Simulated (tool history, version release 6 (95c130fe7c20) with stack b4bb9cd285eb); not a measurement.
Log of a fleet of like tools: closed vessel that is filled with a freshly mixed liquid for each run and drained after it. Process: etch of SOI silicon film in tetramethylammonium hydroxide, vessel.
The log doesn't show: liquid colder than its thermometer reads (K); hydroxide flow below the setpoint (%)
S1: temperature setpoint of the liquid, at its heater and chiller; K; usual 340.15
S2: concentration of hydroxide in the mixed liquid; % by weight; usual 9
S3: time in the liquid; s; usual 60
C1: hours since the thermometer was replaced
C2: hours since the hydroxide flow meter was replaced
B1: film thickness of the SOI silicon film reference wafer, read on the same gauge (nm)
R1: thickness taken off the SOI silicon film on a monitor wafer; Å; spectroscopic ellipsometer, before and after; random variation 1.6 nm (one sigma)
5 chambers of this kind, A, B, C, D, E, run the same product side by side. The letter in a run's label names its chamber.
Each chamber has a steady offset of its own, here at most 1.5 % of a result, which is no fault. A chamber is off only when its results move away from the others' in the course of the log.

{"run": "1C", "hour": 6.3, "S1": 340.15, "S2": 9, "S3": 60, "C1": 1501.5, "C2": 369.1, "B1": 79.975, "R1": 3852.6}
{"run": "2A", "hour": 15.6, "S1": 340.15, "S2": 9, "S3": 60, "C1": 500, "C2": 208.4, "B1": 80.037, "R1": 3833.3}
{"run": "3B", "hour": 21.0, "S1": 340.15, "S2": 9, "S3": 60, "C1": 290.4, "C2": 970.7, "B1": 80.023, "R1": 3863.3}
{"run": "4D", "hour": 30.0, "S1": 340.15, "S2": 9, "S3": 60, "C1": 162.8, "C2": 472.5, "B1": 79.982, "R1": 3827.4}
{"run": "5E", "hour": 38.4, "S1": 340.15, "S2": 9, "S3": 60, "C1": 1752.9, "C2": 1841.6, "B1": 80.035, "R1": 3864.9}
{"run": "6D", "hour": 46.1, "S1": 340.15, "S2": 9, "S3": 60, "C1": 178.9, "C2": 488.6, "B1": 80.021, "R1": 3835}
{"run": "7A", "hour": 53.4, "S1": 340.15, "S2": 9, "S3": 60, "C1": 537.8, "C2": 246.2, "B1": 79.976, "R1": 3825.4}
{"run": "8B", "hour": 58.5, "S1": 340.15, "S2": 9, "S3": 60, "C1": 327.9, "C2": 1008.2, "B1": 80.04, "R1": 3843.2}
{"run": "9E", "hour": 64.5, "S1": 340.15, "S2": 9, "S3": 70, "C1": 1779, "C2": 1867.7, "B1": 80.009, "R1": 4495.4}
{"run": "10C", "hour": 73.6, "S1": 340.15, "S2": 9, "S3": 70, "C1": 1568.8, "C2": 436.4, "B1": 80.015, "R1": 4497}
{"run": "11B", "hour": 82.4, "S1": 340.15, "S2": 9, "S3": 70, "C1": 351.8, "C2": 1032.1, "B1": 79.978, "R1": 4474}
{"run": "12C", "hour": 88.2, "S1": 340.15, "S2": 9, "S3": 70, "C1": 1583.4, "C2": 451, "B1": 79.995, "R1": 4545.5}
{"run": "13A", "hour": 94.4, "S1": 340.15, "S2": 9, "S3": 70, "C1": 578.8, "C2": 287.2, "B1": 80.028, "R1": 4429.3}
{"run": "14E", "hour": 100.0, "S1": 333.65, "S2": 9, "S3": 45, "C1": 1814.5, "C2": 1903.2, "B1": 79.999, "R1": 1944.8}
{"run": "15D", "hour": 108.1, "S1": 333.65, "S2": 9, "S3": 45, "C1": 240.9, "C2": 550.6, "B1": 80.031, "R1": 1938.8}
{"run": "16B", "hour": 115.7, "S1": 333.65, "S2": 9, "S3": 45, "C1": 385.1, "C2": 1065.4, "B1": 80.001, "R1": 1925.8}
{"run": "17A", "hour": 123.8, "S1": 333.65, "S2": 9, "S3": 45, "C1": 608.2, "C2": 316.6, "B1": 80.003, "R1": 1947.1}
{"run": "18E", "hour": 132.0, "S1": 333.65, "S2": 9, "S3": 45, "C1": 1846.5, "C2": 1935.2, "B1": 79.955, "R1": 1948.4}
{"run": "19C", "hour": 137.4, "S1": 340.15, "S2": 9, "S3": 60, "C1": 1632.6, "C2": 500.2, "B1": 79.97, "R1": 3864.4}
{"run": "20D", "hour": 145.6, "S1": 340.15, "S2": 9, "S3": 60, "C1": 278.4, "C2": 588.1, "B1": 79.961, "R1": 3793}
{"run": "21E", "hour": 153.0, "S1": 340.15, "S2": 9, "S3": 60, "C1": 1867.5, "C2": 1956.2, "B1": 80.025, "R1": 3850}
{"run": "22D", "hour": 161.3, "S1": 340.15, "S2": 9, "S3": 60, "C1": 294.1, "C2": 603.8, "B1": 80.019, "R1": 3822.6}
{"run": "23B", "hour": 169.5, "S1": 340.15, "S2": 9, "S3": 60, "C1": 438.9, "C2": 1119.2, "B1": 80.014, "R1": 3841.1}
{"run": "24A", "hour": 175.4, "S1": 340.15, "S2": 9, "S3": 60, "C1": 659.8, "C2": 368.2, "B1": 80.05, "R1": 3816.4}
{"hour": 180.2, "done": "chamber D: hydroxide flow meter replaced"}
{"run": "25C", "hour": 180.7, "S1": 340.15, "S2": 10.5, "S3": 60, "C1": 1675.9, "C2": 543.5, "B1": 79.979, "R1": 3650.1}
{"run": "26A", "hour": 187.8, "S1": 340.15, "S2": 10.5, "S3": 60, "C1": 672.2, "C2": 380.6, "B1": 80.033, "R1": 3623.7}
{"run": "27E", "hour": 195.3, "S1": 340.15, "S2": 10.5, "S3": 60, "C1": 1909.8, "C2": 1998.5, "B1": 80.006, "R1": 3646.6}
{"run": "28C", "hour": 204.2, "S1": 340.15, "S2": 10.5, "S3": 60, "C1": 1699.4, "C2": 567, "B1": 80.011, "R1": 3646.9}
{"run": "29B", "hour": 212.6, "S1": 340.15, "S2": 10.5, "S3": 60, "C1": 482, "C2": 1162.3, "B1": 80.035, "R1": 3630.9}
{"run": "30D", "hour": 220.9, "S1": 340.15, "S2": 9, "S3": 60, "C1": 353.7, "C2": 40.8, "B1": 79.988, "R1": 3818.1}
{"run": "31B", "hour": 225.4, "S1": 340.15, "S2": 9, "S3": 60, "C1": 494.8, "C2": 1175.1, "B1": 80.03, "R1": 3848.7}

All 5 chambers run these settings next. Forecast each chamber's results:
{"run": "32A", "hour": 232.3, "S1": 340.15, "S2": 10, "S3": 60, "R1": "?"}
{"run": "32B", "hour": 232.3, "S1": 340.15, "S2": 10, "S3": 60, "R1": "?"}
{"run": "32C", "hour": 232.3, "S1": 340.15, "S2": 10, "S3": 60, "R1": "?"}
{"run": "32D", "hour": 232.3, "S1": 340.15, "S2": 10, "S3": 60, "R1": "?"}
{"run": "32E", "hour": 232.3, "S1": 340.15, "S2": 10, "S3": 60, "R1": "?"}

run=32A R1=3662.7
run=32B R1=3682
run=32C R1=3709.2
run=32D R1=3650.9
run=32E R1=3688.4
